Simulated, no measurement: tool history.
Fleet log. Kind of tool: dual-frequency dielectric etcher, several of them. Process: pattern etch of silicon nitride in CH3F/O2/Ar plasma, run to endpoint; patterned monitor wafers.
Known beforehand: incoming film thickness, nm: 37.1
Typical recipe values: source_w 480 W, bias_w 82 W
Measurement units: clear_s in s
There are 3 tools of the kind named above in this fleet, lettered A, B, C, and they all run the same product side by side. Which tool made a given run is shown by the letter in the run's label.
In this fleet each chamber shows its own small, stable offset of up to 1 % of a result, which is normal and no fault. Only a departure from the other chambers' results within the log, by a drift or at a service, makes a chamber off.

run,hour,source_w,bias_w,hours since the last wet clean,hours since the last source power generator calibration,hours since the last bias power generator calibration,clear_s
1A,11.8,480,82,257.6,3791.4,718.6,48.248
2C,22.7,480,82,376.7,472.9,2813.3,47.506
3B,36.7,480,82,644.5,918.8,1541.2,48.323
4A,50.9,480,82,296.7,3830.5,757.7,48
5B,59.8,480,82,667.6,941.9,1564.3,47.982
6C,66,580,82,420,516.2,2856.6,44.123
7B,77.8,580,82,685.6,959.9,1582.3,44.98
# hour 82.5: chamber B: wet clean of the chamber
8A,90.7,580,82,336.5,3870.3,797.5,44.767
# hour 92.5: chamber A: wet clean of the chamber
9C,97.9,480,82,451.9,548.1,2888.5,47.443
10C,105.7,570,82,459.7,555.9,2896.3,44.597
11B,117.9,570,82,35.5,1000,1622.4,43.61
12A,124.2,570,82,31.8,3903.8,831,44.738
13A,132.6,480,82,40.2,3912.2,839.4,48.187
14B,140.9,480,82,58.5,1023,1645.4,46.889
15C,152.6,520,82,506.6,602.8,2943.2,46.235
16B,162.5,520,82,80.1,1044.6,1667,45.789
17C,174.8,520,82,528.8,625,2965.4,46.15
18A,184.7,480,82,92.3,3964.3,891.5,48.113
19A,196.4,480,82,104,3976,903.2,47.723
20B,204.5,480,82,122.1,1086.6,1709,46.611
21C,212.7,480,82,566.7,662.9,3003.3,47.549
# hour 218.4: chamber C: wet clean of the chamber
22C,224.3,480,82,5.9,674.5,3014.9,47.283
23B,234.3,480,82,151.9,1116.4,1738.8,46.701
24A,242.9,480,82,150.5,4022.5,949.7,47.916

Read the log: is a single chamber off, either drifting away or since a service, is the gauge that measures every chamber drifting, or is nothing wrong beyond small per-chamber offsets? Name any odd chamber and what most likely caused it.

After it was serviced, chamber B no longer matches the other chambers.
What lies behind it: etch rate over this chamber's usual, % = 2.9.

Here are 4 candidates for chamber B's next run, each the usual settings with a change, their results left as question marks. Which one brings its results back in line with what the others give on the usual settings?
In line here means within this much of the mean the other chambers give on the usual settings: clear_s 0.65 s
25B-1,253.2,540,82,,,,?
25B-2,253.2,480,72,,,,?
25B-3,253.2,490,84,,,,?
25B-4,253.2,460,82,,,,?

Average result of the remaining chambers running the usual settings: clear_s 47.713 s
run,clear_s
25B-1,44.842
25B-2,49.082
25B-3,46.144
25B-4,47.675
With 25B-4, the chamber falls back in line with the rest.
